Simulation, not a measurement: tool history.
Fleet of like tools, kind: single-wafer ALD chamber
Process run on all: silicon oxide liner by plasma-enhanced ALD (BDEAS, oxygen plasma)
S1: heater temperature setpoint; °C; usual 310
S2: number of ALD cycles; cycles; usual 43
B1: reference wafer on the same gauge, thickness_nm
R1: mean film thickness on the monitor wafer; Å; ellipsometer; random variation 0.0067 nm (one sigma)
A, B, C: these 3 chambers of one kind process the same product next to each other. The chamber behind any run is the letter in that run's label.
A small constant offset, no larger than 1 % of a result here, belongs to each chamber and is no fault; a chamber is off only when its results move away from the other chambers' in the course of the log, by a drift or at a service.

Run 1C, hour 16.2: usual settings; B1 4.1408. Result: R1 39.450 Å.
Run 2A, hour 27.2: usual settings; B1 4.1426. Result: R1 39.319 Å.
Run 3B, hour 42.7: usual settings; B1 4.1445. Result: R1 39.775 Å.
Run 4A, hour 56.4: usual settings; B1 4.1454. Result: R1 39.370 Å.
Run 5B, hour 66.6: usual settings; B1 4.1446. Result: R1 39.738 Å.
Run 6C, hour 78.4: usual settings; B1 4.1442. Result: R1 39.554 Å.
Run 7A, hour 87.3: usual settings; B1 4.1457. Result: R1 39.340 Å.
Run 8C, hour 100.6: usual settings; B1 4.1475. Result: R1 39.533 Å.
Run 9B, hour 113.9: usual settings; B1 4.1500. Result: R1 39.970 Å.
Run 10A, hour 130.5: usual settings; B1 4.1490. Result: R1 39.471 Å.
Run 11B, hour 145.9: usual settings; B1 4.1519. Result: R1 39.860 Å.
Run 12C, hour 155.2: usual settings; B1 4.1533. Result: R1 39.534 Å.
Run 13B, hour 171.6: usual settings; B1 4.1518. Result: R1 39.804 Å.
Run 14C, hour 181.6: usual settings; B1 4.1553. Result: R1 39.673 Å.
Run 15A, hour 193.9: usual settings; B1 4.1535. Result: R1 39.523 Å.
Run 16B, hour 206.6: usual settings but S1 298 °C; B1 4.1550. Result: R1 40.875 Å.
Run 17C, hour 222.9: usual settings but S1 298 °C; B1 4.1562. Result: R1 40.466 Å.
Run 18A, hour 235.3: usual settings but S1 298 °C; B1 4.1595. Result: R1 40.452 Å.
Run 19C, hour 243.1: usual settings; B1 4.1594. Result: R1 39.647 Å.
Run 20A, hour 259.3: usual settings; B1 4.1605. Result: R1 39.469 Å.
Run 21B, hour 275.1: usual settings; B1 4.1629. Result: R1 39.946 Å.
Run 22A, hour 291.4: usual settings but S2 47 cycles; B1 4.1650. Result: R1 43.161 Å.
Run 23C, hour 300.7: usual settings but S2 47 cycles; B1 4.1648. Result: R1 43.397 Å.
Run 24B, hour 315.6: usual settings but S2 47 cycles; B1 4.1653. Result: R1 43.686 Å.
Run 25C, hour 330.3: usual settings; B1 4.1653. Result: R1 39.739 Å.
Run 26B, hour 344.4: usual settings; B1 4.1665. Result: R1 40.039 Å.
Run 27A, hour 352.9: usual settings; B1 4.1689. Result: R1 39.497 Å.

For the next run the whole fleet of 3 chambers uses the same settings. Give each chamber's results:
Run 28A, hour 364.9: usual settings but S1 324 °C. Result: R1 ?.
Run 28B, hour 364.9: usual settings but S1 324 °C. Result: R1 ?.
Run 28C, hour 364.9: usual settings but S1 324 °C. Result: R1 ?.

run      R1
28A  38.804
28B  39.241
28C  39.025
